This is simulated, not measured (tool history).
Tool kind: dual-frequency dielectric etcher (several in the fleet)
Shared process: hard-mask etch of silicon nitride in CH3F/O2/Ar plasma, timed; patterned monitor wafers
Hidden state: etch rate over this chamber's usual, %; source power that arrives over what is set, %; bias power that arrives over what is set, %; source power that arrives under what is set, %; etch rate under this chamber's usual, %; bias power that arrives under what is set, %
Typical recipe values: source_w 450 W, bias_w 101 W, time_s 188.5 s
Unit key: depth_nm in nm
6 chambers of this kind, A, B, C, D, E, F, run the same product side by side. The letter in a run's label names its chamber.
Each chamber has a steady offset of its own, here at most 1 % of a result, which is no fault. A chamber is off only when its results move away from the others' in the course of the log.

run   hour  source_w  bias_w  time_s  hours since the last wet clean  hours since the last source power generator calibration  hours since the last bias power generator calibration  read-back reference wafer on the same gauge, depth_nm  depth_nm
 1D    3.1       450     101   188.5                           201.2                                                   2216.4                                                  877.9                                                 185.83    153.81
 2B    7.7       450     101   188.5                            61.2                                                   1348.4                                                  218.2                                                 186.05    156.88
 3C   10.1       450     101   188.5                           460.6                                                   2021.8                                                 3700.9                                                 186.03    155.95
 4E   13.8       450     101   188.5                           551.1                                                   1003.3                                                 1916.2                                                 185.85    154.83
 5A   17.4       450     101   188.5                           339.7                                                    302.4                                                 1436.7                                                 185.95    154.78
 6F   20.7       450     101   188.5                           365.7                                                   1278.9                                                  679.2                                                 185.87    154.82
 7D   23.5       450     101   188.5                           221.6                                                   2236.8                                                  898.3                                                 185.93    154.34
 8F   27.8       450     101   188.5                           372.8                                                   1286.0                                                  686.3                                                 186.02    154.86
 9A   31.8       530     101   160.5                           354.1                                                    316.8                                                 1451.1                                                 185.96    140.58
10B   34.9       530     101   160.5                            88.4                                                   1375.6                                                  245.4                                                 185.90    141.82
11E   37.8       530     101   160.5                           575.1                                                   1027.3                                                 1940.2                                                 186.03    140.09
12C   40.9       530     101   160.5                           491.4                                                   2052.6                                                 3731.7                                                 186.02    140.54
13A   43.1       530     101   160.5                           365.4                                                    328.1                                                 1462.4                                                 185.95    140.43
14B   48.1       530     101   160.5                           101.6                                                   1388.8                                                  258.6                                                 185.97    141.61
15F   51.7       450     101   188.5                           396.7                                                   1309.9                                                  710.2                                                 185.89    155.15
16E   54.1       450     101   188.5                           591.4                                                   1043.6                                                 1956.5                                                 185.91    155.26
17D   59.0       450     101   188.5                           257.1                                                   2272.3                                                  933.8                                                 185.94    154.43
18C   63.9       450     101   188.5                           514.4                                                   2075.6                                                 3754.7                                                 186.10    154.88
19D   66.3       450     101   188.5                           264.4                                                   2279.6                                                  941.1                                                 186.09    154.54
20E   69.0       450     101   188.5                           606.3                                                   1058.5                                                 1971.4                                                 185.98    154.77
21C   72.7       450     101   188.5                           523.2                                                   2084.4                                                 3763.5                                                 185.86    156.74
22F   77.2       450      78   188.5                           422.2                                                   1335.4                                                  735.7                                                 186.00    141.26
      78.3  -- chamber E: wet clean of the chamber
23A   80.4       450      78   188.5                           402.7                                                    365.4                                                 1499.7                                                 185.96    141.02
24B   83.0       450      78   188.5                           136.5                                                   1423.7                                                  293.5                                                 186.10    143.23
25B   85.1       450      78   188.5                           138.6                                                   1425.8                                                  295.6                                                 185.91    143.39
26A   89.7       450      78   188.5                           412.0                                                    374.7                                                 1509.0                                                 186.14    141.27
27E   94.2       450      78   188.5                            16.0                                                   1083.7                                                 1996.6                                                 186.11    137.39
28C   98.8       450     101   188.5                           549.3                                                   2110.5                                                 3789.6                                                 185.80    156.41
29F  101.0       450     101   188.5                           446.0                                                   1359.2                                                  759.5                                                 185.97    155.44
30D  105.0       450     101   188.5                           303.1                                                   2318.3                                                  979.8                                                 185.91    155.48
31C  108.9       450     101   188.5                           559.4                                                   2120.6                                                 3799.7                                                 185.97    155.49
32A  111.1       450     101   188.5                           433.4                                                    396.1                                                 1530.4                                                 185.97    154.79
33D  114.6       450     101   188.5                           312.7                                                   2327.9                                                  989.4                                                 186.09    155.14
34F  118.3       450     101   188.5                           463.3                                                   1376.5                                                  776.8                                                 186.15    156.36
35E  122.3       450     101   188.5                            44.1                                                   1111.8                                                 2024.7                                                 185.94    151.29
36B  125.0       450     101   188.5                           178.5                                                   1465.7                                                  335.5                                                 185.97    155.72
37B  128.3       450     101   188.5                           181.8                                                   1469.0                                                  338.8                                                 186.03    157.06
     130.6  -- chamber C: wet clean of the chamber
38E  131.6       450     101   188.5                            53.4                                                   1121.1                                                 2034.0                                                 185.89    151.06
39D  136.1       450     101   188.5                           334.2                                                   2349.4                                                 1010.9                                                 186.04    154.82
40F  140.5       450     101   188.5                           485.5                                                   1398.7                                                  799.0                                                 186.11    155.29
41A  143.0       450     101   188.5                           465.3                                                    428.0                                                 1562.3                                                 186.08    155.19
42C  147.4       450     113   188.5                            16.8                                                   2159.1                                                 3838.2                                                 186.00    162.73

For the next run the whole fleet of 6 chambers uses the same settings. Give each chamber's results:
43A  151.0       500     101   188.5                                                                                                                                                                                                                ?
43B  151.0       500     101   188.5                                                                                                                                                                                                                ?
43C  151.0       500     101   188.5                                                                                                                                                                                                                ?
43D  151.0       500     101   188.5                                                                                                                                                                                                                ?
43E  151.0       500     101   188.5                                                                                                                                                                                                                ?
43F  151.0       500     101   188.5                                                                                                                                                                                                                ?

run  depth_nm
43A    160.77
43B    163.05
43C    163.05
43D    161.22
43E    157.03
43F    161.07
